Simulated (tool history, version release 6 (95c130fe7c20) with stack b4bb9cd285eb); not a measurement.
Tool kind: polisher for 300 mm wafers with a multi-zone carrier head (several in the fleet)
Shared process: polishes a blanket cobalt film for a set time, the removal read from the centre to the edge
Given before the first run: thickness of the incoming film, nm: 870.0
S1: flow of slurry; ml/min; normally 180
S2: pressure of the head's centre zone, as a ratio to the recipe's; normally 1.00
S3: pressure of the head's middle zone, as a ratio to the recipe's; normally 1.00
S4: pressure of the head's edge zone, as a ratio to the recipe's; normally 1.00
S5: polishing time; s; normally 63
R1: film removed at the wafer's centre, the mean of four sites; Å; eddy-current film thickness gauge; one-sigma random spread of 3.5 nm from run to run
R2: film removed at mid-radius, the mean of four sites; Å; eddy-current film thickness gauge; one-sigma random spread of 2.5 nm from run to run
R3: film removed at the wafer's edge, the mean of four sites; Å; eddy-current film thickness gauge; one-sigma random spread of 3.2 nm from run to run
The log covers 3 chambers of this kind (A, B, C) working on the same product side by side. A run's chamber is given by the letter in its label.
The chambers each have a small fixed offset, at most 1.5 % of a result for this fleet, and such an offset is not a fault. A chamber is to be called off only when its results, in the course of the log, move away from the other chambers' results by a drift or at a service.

run	hour	S1	S2	S3	S4	S5	R1	R2	R3
# hour 1.7: chamber C: worn pad replaced by a new one
1C	8.6	180	1.00	1.00	1.00	63	2817.3	2849.1	2813.3
2A	17.9	180	1.00	1.00	1.00	63	2780.5	2815.4	2837.8
# hour 28.3: chamber B: worn pad replaced by a new one
3B	28.5	180	1.00	1.00	1.00	63	2762.3	2749.0	2862.0
4C	35.3	180	1.00	1.00	1.00	63	2812.2	2811.6	2872.8
5A	43.3	215	1.10	1.00	1.00	63	3183.1	2921.7	2896.0
6B	53.3	215	1.10	1.00	1.00	63	3211.6	2852.5	2920.8
7C	62.1	215	1.10	1.00	1.00	63	3204.9	2904.2	2856.4
# hour 66.4: chamber A: worn pad replaced by a new one
8A	73.4	200	1.00	1.00	0.90	63	2826.6	2904.5	2720.2
9B	85.4	200	1.00	1.00	0.90	63	2968.0	2824.7	2733.5
# hour 92.5: chamber C: worn pad replaced by a new one
# hour 94.2: chamber B: worn pad replaced by a new one
10A	96.2	200	1.00	1.00	0.90	63	2801.8	2848.6	2670.0
11B	102.9	180	1.00	1.00	1.00	63	2821.2	2785.3	2814.0
# hour 105.5: chamber B: slurry nozzle cleaned
12C	114.7	180	1.00	1.00	1.00	63	2845.4	2791.7	2866.7
13C	123.3	180	1.00	1.00	1.00	63	2796.5	2853.9	2773.6
14B	128.7	180	1.00	1.11	0.94	63	2936.2	3102.9	2752.1
15A	136.4	180	1.00	1.11	0.94	63	2844.0	3135.5	2760.7
16C	141.7	180	1.00	1.11	0.94	63	2868.5	3089.6	2719.7
# hour 147.0: chamber A: worn pad replaced by a new one
17A	149.9	180	1.00	1.00	1.00	63	2796.0	2858.5	2832.5
# hour 151.0: chamber A: centre zone pressure recalibrated
# hour 156.0: chamber B: worn pad replaced by a new one
18B	159.8	180	1.00	1.00	1.00	63	2833.7	2814.8	2817.1
19B	171.7	180	1.00	1.00	1.00	63	2867.8	2801.7	2876.6
# hour 174.5: chamber A: slurry nozzle cleaned
# hour 175.3: chamber C: worn pad replaced by a new one
20A	178.5	180	1.00	1.00	1.00	63	2485.9	2820.1	2774.5
21C	185.8	180	1.00	1.00	1.00	63	2807.5	2781.2	2884.2
22B	195.3	180	1.00	1.00	1.00	63	2782.9	2792.4	2854.2
23A	206.1	180	1.00	1.00	1.00	63	2473.1	2855.8	2862.6
# hour 213.4: chamber B: worn pad replaced by a new one
24C	218.1	180	1.00	1.00	1.00	63	2774.1	2763.8	2831.2
# hour 224.0: chamber A: worn pad replaced by a new one
25B	225.4	180	1.00	1.00	1.00	63	2813.3	2799.0	2807.0
26C	235.2	180	1.00	1.00	1.00	63	2830.5	2811.7	2800.5
27A	243.9	180	1.00	0.95	1.00	63	2519.9	2701.3	2864.2
# hour 248.9: chamber A: edge zone pressure recalibrated
28A	250.9	180	1.00	0.95	1.00	63	2522.5	2769.0	2812.9

Is one chamber off against the others, does the gauge drift, or is nothing wrong? If a chamber is off, say which, and what the likeliest cause is.

Chamber A came out of a service off from its peers and stayed that way.
What lies behind it: centre zone's pressure below its setpoint, % = 9.28.

Below are 4 candidate recipes for chamber A's next run, each the usual settings with a change, their results shown as question marks. Which of them brings A's results back in line with what the other chambers give on the usual settings?
In line here means within this much of the mean the other chambers give on the usual settings: R1 120.0 Å; R2 86.0 Å; R3 110.0 Å
29A-1	259.5	180	0.97	1.01	1.01	63	?	?	?
29A-2	259.5	180	1.03	0.99	0.99	63	?	?	?
29A-3	259.5	175	0.91	1.02	1.03	63	?	?	?
29A-4	259.5	185	1.09	0.98	0.97	63	?	?	?

Mean of the other chambers on the usual settings: R1 2825.4 Å; R2 2813.5 Å; R3 2827.4 Å
run	R1	R2	R3
29A-1	2444.4	2873.3	2847.6
29A-2	2614.4	2820.1	2818.7
29A-3	2262.4	2887.0	2867.0
29A-4	2798.3	2805.3	2798.4
29A-4 brings the chamber back in line.

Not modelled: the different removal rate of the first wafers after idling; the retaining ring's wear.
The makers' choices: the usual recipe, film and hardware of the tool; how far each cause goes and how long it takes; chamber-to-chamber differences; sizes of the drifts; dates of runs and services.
